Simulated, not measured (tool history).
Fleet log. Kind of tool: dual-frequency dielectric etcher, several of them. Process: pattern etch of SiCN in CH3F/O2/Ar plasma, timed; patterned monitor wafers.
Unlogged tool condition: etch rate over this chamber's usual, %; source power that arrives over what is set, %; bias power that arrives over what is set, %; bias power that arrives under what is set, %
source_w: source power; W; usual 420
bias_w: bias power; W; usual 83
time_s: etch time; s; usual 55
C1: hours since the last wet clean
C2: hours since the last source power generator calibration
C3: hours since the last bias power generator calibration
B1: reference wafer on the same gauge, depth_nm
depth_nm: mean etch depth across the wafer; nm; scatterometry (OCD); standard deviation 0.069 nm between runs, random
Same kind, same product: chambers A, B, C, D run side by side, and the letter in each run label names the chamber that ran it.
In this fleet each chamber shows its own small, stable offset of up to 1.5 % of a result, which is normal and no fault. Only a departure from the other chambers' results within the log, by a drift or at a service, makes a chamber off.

Run 1C, day 0.229: usual settings; C1 110.6; C2 3804.4; C3 2827.8; B1 18.599. Result: depth_nm 21.954 nm.
Run 2A, day 0.558: usual settings; C1 286.7; C2 1436.5; C3 1482.6; B1 18.611. Result: depth_nm 21.922 nm.
At day 0.788: chamber C: bias power generator calibrated.
Run 3D, day 0.829: usual settings; C1 440.7; C2 992.1; C3 640.6; B1 18.604. Result: depth_nm 21.866 nm.
Run 4B, day 1.138: usual settings; C1 80.5; C2 2693.5; C3 2582.5; B1 18.602. Result: depth_nm 22.248 nm.
Run 5B, day 1.375: usual settings; C1 86.2; C2 2699.2; C3 2588.2; B1 18.587. Result: depth_nm 22.391 nm.
Run 6A, day 1.762: usual settings; C1 315.6; C2 1465.4; C3 1511.5; B1 18.602. Result: depth_nm 21.889 nm.
Run 7D, day 2.125: usual settings but bias_w 63 W, time_s 65 s; C1 471.8; C2 1023.2; C3 671.7; B1 18.603. Result: depth_nm 23.36 nm.
Run 8C, day 2.375: usual settings but bias_w 63 W, time_s 65 s; C1 162.1; C2 3855.9; C3 38.1; B1 18.602. Result: depth_nm 23.681 nm.
Run 9A, day 2.788: usual settings but bias_w 63 W, time_s 65 s; C1 340.2; C2 1490; C3 1536.1; B1 18.598. Result: depth_nm 23.542 nm.
Run 10D, day 2.983: usual settings but bias_w 63 W, time_s 65 s; C1 492.4; C2 1043.8; C3 692.3; B1 18.605. Result: depth_nm 23.349 nm.
Run 11C, day 3.438: usual settings; C1 187.6; C2 3881.4; C3 63.6; B1 18.598. Result: depth_nm 22.224 nm.
Run 12B, day 3.85: usual settings; C1 145.6; C2 2758.6; C3 2647.6; B1 18.59. Result: depth_nm 22.162 nm.
Run 13A, day 4.196: usual settings; C1 374; C2 1523.8; C3 1569.9; B1 18.6. Result: depth_nm 21.87 nm.
Run 14D, day 4.462: usual settings; C1 527.9; C2 1079.3; C3 727.8; B1 18.61. Result: depth_nm 21.778 nm.
Run 15C, day 4.775: usual settings; C1 219.7; C2 3913.5; C3 95.7; B1 18.612. Result: depth_nm 22.441 nm.
Run 16B, day 5.175: usual settings but source_w 390 W, time_s 45.5 s; C1 177.4; C2 2790.4; C3 2679.4; B1 18.602. Result: depth_nm 17.859 nm.
Run 17A, day 5.467: usual settings but source_w 390 W, time_s 45.5 s; C1 404.5; C2 1554.3; C3 1600.4; B1 18.604. Result: depth_nm 17.71 nm.
Run 18D, day 5.729: usual settings but source_w 390 W, time_s 45.5 s; C1 558.3; C2 1109.7; C3 758.2; B1 18.6. Result: depth_nm 17.551 nm.
Run 19B, day 5.942: usual settings but source_w 390 W, time_s 45.5 s; C1 195.8; C2 2808.8; C3 2697.8; B1 18.596. Result: depth_nm 17.885 nm.
Run 20C, day 6.296: usual settings; C1 256.2; C2 3950; C3 132.2; B1 18.59. Result: depth_nm 22.389 nm.
Run 21C, day 6.558: usual settings; C1 262.5; C2 3956.3; C3 138.5; B1 18.591. Result: depth_nm 22.404 nm.
At day 6.725: chamber D: wet clean of the chamber.
Run 22B, day 6.9: usual settings; C1 218.8; C2 2831.8; C3 2720.8; B1 18.594. Result: depth_nm 22.177 nm.
Run 23A, day 7.296: usual settings; C1 448.4; C2 1598.2; C3 1644.3; B1 18.608. Result: depth_nm 21.953 nm.
Run 24D, day 7.679: usual settings; C1 22.9; C2 1156.5; C3 805; B1 18.595. Result: depth_nm 21.797 nm.
Run 25C, day 7.942: usual settings; C1 295.7; C2 3989.5; C3 171.7; B1 18.606. Result: depth_nm 22.681 nm.
Run 26B, day 8.362: usual settings; C1 253.9; C2 2866.9; C3 2755.9; B1 18.591. Result: depth_nm 22.313 nm.
Run 27A, day 8.579: usual settings but bias_w 73 W, time_s 65.5 s; C1 479.2; C2 1629; C3 1675.1; B1 18.598. Result: depth_nm 25.04 nm.
Run 28D, day 8.971: usual settings but bias_w 73 W, time_s 65.5 s; C1 53.9; C2 1187.5; C3 836; B1 18.611. Result: depth_nm 24.802 nm.

Decide between three cases: one chamber stands off from its peers, the gauge reading all wafers drifts, or nothing is wrong past each chamber's small offset. Where a chamber is off, say which and what most likely put it there.

Little by little, chamber C moves away from the other chambers.
Most likely cause: etch rate over this chamber's usual, % = 3.51.

Below are 4 candidate recipes for chamber C's next run, each the usual settings with a change, their results shown as question marks. Which of them brings C's results back in line with what the other chambers give on the usual settings?
A result is in line if it is within this distance of the other chambers' mean on the usual settings: depth_nm 0.24 nm
Run 29C-1, day 9.296: usual settings but time_s 57 s. Result: depth_nm ?.
Run 29C-2, day 9.296: usual settings but time_s 55.5 s. Result: depth_nm ?.
Run 29C-3, day 9.296: usual settings but time_s 54.5 s. Result: depth_nm ?.
Run 29C-4, day 9.296: usual settings but source_w 400 W, bias_w 79 W. Result: depth_nm ?.

Average result of the remaining chambers running the usual settings: depth_nm 22.014 nm
  run  depth_nm
29C-1     23.63
29C-2    23.008
29C-3    22.593
29C-4    21.991
The answer is 29C-4, which returns the chamber to within the allowed miss of the others.

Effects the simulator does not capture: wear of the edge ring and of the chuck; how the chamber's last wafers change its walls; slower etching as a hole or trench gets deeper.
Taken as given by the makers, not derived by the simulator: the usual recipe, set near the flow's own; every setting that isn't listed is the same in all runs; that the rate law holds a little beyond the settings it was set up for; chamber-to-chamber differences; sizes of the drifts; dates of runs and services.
